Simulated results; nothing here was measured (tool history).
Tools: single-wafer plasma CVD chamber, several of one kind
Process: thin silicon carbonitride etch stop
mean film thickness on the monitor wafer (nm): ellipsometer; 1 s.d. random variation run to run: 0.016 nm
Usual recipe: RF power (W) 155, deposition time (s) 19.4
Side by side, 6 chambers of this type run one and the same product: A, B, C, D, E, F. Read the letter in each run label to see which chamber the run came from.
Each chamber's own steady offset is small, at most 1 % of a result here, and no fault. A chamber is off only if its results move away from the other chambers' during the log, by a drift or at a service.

run   hour  RF power (W)  deposition time (s)  read-back reference wafer on the same gauge, thickness_nm  mean film thickness on the monitor wafer (nm)
 1C   13.2           155                 19.4                                                     9.1972                                         10.188
 2A   27.3           155                 19.4                                                     9.2025                                         10.207
 3D   39.7           155                 19.4                                                     9.2027                                         10.239
      52.1  -- chamber B: RF generator calibrated
 4F   52.1           155                 19.4                                                     9.2076                                          10.32
 5E   65.9           155                 19.4                                                     9.2072                                         10.247
 6B   81.1           155                 19.4                                                     9.2103                                         10.179
 7A   94.7           155                 19.4                                                      9.216                                         10.226
 8F  110.1           155                 19.4                                                     9.2148                                         10.307
 9D  122.8           185                 16.2                                                     9.2138                                         9.0598
10B  130.6           185                 16.2                                                     9.2167                                         8.9717
11E  139.3           185                 16.2                                                     9.2162                                         9.0512
12C  149.7           185                 16.2                                                     9.2189                                         8.9622
13A  160.6           185                 16.2                                                      9.219                                         9.0293
14B  174.9           185                 16.2                                                     9.2241                                         8.9749
15F  186.2           155                 19.4                                                     9.2219                                         10.308
16E  197.6           155                 19.4                                                     9.2216                                          10.25
17D  204.3           155                 19.4                                                     9.2253                                         10.279
18C  216.6           155                 19.4                                                     9.2211                                           10.2
19F  228.9           155                 19.4                                                     9.2267                                         10.354
20A  238.5           155                 19.4                                                     9.2301                                         10.251
21C  245.4           155                 19.4                                                     9.2296                                         10.159
22B    254           155                 19.4                                                     9.2307                                         10.174
23D  263.4           155                 19.4                                                     9.2327                                         10.286
24E  275.8           155                 19.4                                                     9.2332                                         10.286
25E  287.3           155                 19.4                                                     9.2358                                         10.278
26B  298.4           155                 19.4                                                     9.2381                                         10.209
     302.6  -- chamber F: thermocouple changed; heater temperature recalibrated
27D    310           155                 19.4                                                      9.235                                         10.318
28F  321.5           155                 19.4                                                     9.2379                                         10.355
29C  335.4           135                 20.9                                                     9.2399                                         10.574
30A  350.5           135                 20.9                                                     9.2425                                         10.652
31E  363.7           135                 20.9                                                     9.2451                                         10.598
32A  373.5           135                 20.9                                                     9.2422                                          10.65
33C    382           135                 20.9                                                     9.2462                                         10.563
34B  396.1           135                 20.9                                                     9.2507                                         10.524
35F  407.3           155                 19.4                                                     9.2497                                         10.343
36D  418.4           155                 19.4                                                     9.2526                                         10.331
37C  428.2           155                 19.4                                                     9.2495                                         10.245
38F  439.4           155                 19.4                                                     9.2515                                         10.347
39B  451.9           155                 19.4                                                     9.2522                                         10.205
40A  461.8           155                 19.4                                                     9.2544                                         10.312
41D  469.9           155                 19.4                                                     9.2578                                         10.308

For the next run the whole fleet of 6 chambers uses the same settings. Give each chamber's results:
42A  480.9           155                 19.4                                                                                                         ?
42B  480.9           155                 19.4                                                                                                         ?
42C  480.9           155                 19.4                                                                                                         ?
42D  480.9           155                 19.4                                                                                                         ?
42E  480.9           155                 19.4                                                                                                         ?
42F  480.9           155                 19.4                                                                                                         ?

run  mean film thickness on the monitor wafer (nm)
42A                                         10.274
42B                                         10.219
42C                                         10.241
42D                                         10.328
42E                                         10.312
42F                                         10.389
